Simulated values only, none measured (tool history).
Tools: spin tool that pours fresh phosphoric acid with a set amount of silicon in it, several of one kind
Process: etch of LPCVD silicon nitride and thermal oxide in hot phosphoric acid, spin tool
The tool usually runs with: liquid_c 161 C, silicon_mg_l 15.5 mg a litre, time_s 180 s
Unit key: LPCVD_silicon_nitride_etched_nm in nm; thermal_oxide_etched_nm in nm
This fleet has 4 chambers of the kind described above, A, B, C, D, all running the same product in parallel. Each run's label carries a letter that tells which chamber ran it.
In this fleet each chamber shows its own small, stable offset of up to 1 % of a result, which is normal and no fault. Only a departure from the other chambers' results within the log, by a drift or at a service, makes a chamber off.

run	day	liquid_c	silicon_mg_l	time_s	hours since the thermometer was replaced	hours since the dissolved silicon flow meter was replaced	hours since the heated supply line was repaired	read-back film thickness of the LPCVD silicon nitride reference wafer, read on the same gauge (nm)	read-back film thickness of the thermal oxide reference wafer, read on the same gauge (nm)	LPCVD_silicon_nitride_etched_nm	thermal_oxide_etched_nm
1B	0.296	161	15.5	180	21.2	1449.9	1808.9	70.021	89.982	14.5070	0.34368
# day 0.596: chamber A: thermometer replaced
2C	0.596	161	15.5	180	699.3	1419.2	1211.2	69.991	90.007	14.3050	0.44065
# day 0.717: chamber B: heated supply line repaired
3A	0.762	161	15.5	180	4.1	262.3	124.8	70.022	90.014	14.5770	0.36907
4D	1.033	161	15.5	180	437.1	730.1	215.4	70.064	90.001	14.3100	0.39321
5A	1.312	161	15.5	180	17.3	275.5	138.0	69.982	90.008	14.3180	0.38535
6B	1.600	161	15.5	180	52.5	1481.2	21.2	69.981	90.009	14.6480	0.35468
7D	1.829	161	15.5	180	456.2	749.2	234.5	70.033	90.004	14.6810	0.43742
8C	2.142	161	15.5	180	736.4	1456.3	1248.3	70.025	90.016	14.3500	0.36116
9A	2.425	161	15.5	180	44.0	302.2	164.7	69.966	90.008	14.5570	0.38758
10D	2.658	161	15.5	180	476.1	769.1	254.4	70.015	90.011	14.4160	0.40512
11B	2.883	161	21.5	220	83.3	1512.0	52.0	70.039	90.008	17.6430	0.41537
12C	3.192	161	21.5	220	761.6	1481.5	1273.5	70.023	89.973	17.5360	0.40404
# day 3.358: chamber B: dissolved silicon flow meter replaced
13C	3.471	161	21.5	220	768.3	1488.2	1280.2	70.013	90.006	17.7490	0.40295
14D	3.654	161	21.5	220	500.0	793.0	278.3	70.019	89.985	17.7650	0.46260
15A	3.892	161	15.5	265	79.2	337.4	199.9	69.989	89.971	21.4380	0.51203
16B	4.067	161	15.5	265	111.7	17.0	80.4	70.013	89.998	21.4060	0.52608
17D	4.238	161	15.5	265	514.0	807.0	292.3	69.955	89.999	21.1600	0.61020
18A	4.521	161	15.5	265	94.3	352.5	215.0	70.013	89.994	21.8530	0.57148
19B	4.842	161	15.5	180	130.3	35.6	99.0	69.955	90.024	14.6470	0.39511
20C	5.071	161	15.5	180	806.7	1526.6	1318.6	69.989	90.000	14.6540	0.38804
21C	5.271	163	15.5	115	811.5	1531.4	1323.4	69.989	90.011	10.1050	0.27957
22A	5.575	163	15.5	115	119.6	377.8	240.3	70.039	89.997	10.0950	0.28815
23D	5.908	163	15.5	115	554.1	847.1	332.4	69.996	90.005	9.9024	0.30300
24B	6.071	163	15.5	115	159.8	65.1	128.5	70.030	89.993	9.8681	0.29248
25A	6.267	161	5.0	275	136.2	394.4	256.9	69.993	90.007	21.7960	0.84128
26D	6.462	161	5.0	275	567.4	860.4	345.7	69.990	89.975	22.1100	0.71828
27B	6.638	161	5.0	275	173.4	78.7	142.1	69.980	89.977	22.4790	0.76975
28C	6.958	161	5.0	275	852.0	1571.9	1363.9	70.012	90.008	23.3480	0.83175
29D	7.117	161	15.5	180	583.1	876.1	361.4	69.985	89.985	14.5770	0.41013
# day 7.125: chamber D: thermometer replaced
30A	7.338	161	15.5	180	161.9	420.1	282.6	70.006	89.992	14.3800	0.39636
31C	7.504	161	15.5	180	865.1	1585.0	1377.0	69.993	90.003	15.4240	0.46274
32B	7.821	161	15.5	180	201.8	107.1	170.5	70.000	90.010	14.6740	0.41059
33A	8.125	161	15.5	180	180.8	439.0	301.5	70.050	89.998	14.5220	0.39991
34C	8.408	161	26.5	250	886.8	1606.7	1398.7	70.001	89.977	21.5840	0.46347
35B	8.646	161	26.5	250	221.6	126.9	190.3	69.993	90.019	20.3340	0.40508
36D	8.975	161	26.5	250	44.5	920.7	406.0	69.973	90.008	20.3400	0.36669
37D	9.267	161	26.5	250	51.5	927.7	413.0	69.969	90.005	20.3470	0.40917
38C	9.438	161	15.5	180	911.5	1631.4	1423.4	69.987	89.981	15.7950	0.44993
39A	9.658	161	15.5	180	217.6	475.8	338.3	70.005	90.002	14.5580	0.37631

Predict what each chamber gives when all 4 of them run the settings below next.
40A	9.900	161	15.5	180						?	?
40B	9.900	161	15.5	180						?	?
40C	9.900	161	15.5	180						?	?
40D	9.900	161	15.5	180						?	?

run	LPCVD_silicon_nitride_etched_nm	thermal_oxide_etched_nm
40A	14.3170	0.42268
40B	14.8070	0.42540
40C	15.6340	0.41579
40D	14.4670	0.39329

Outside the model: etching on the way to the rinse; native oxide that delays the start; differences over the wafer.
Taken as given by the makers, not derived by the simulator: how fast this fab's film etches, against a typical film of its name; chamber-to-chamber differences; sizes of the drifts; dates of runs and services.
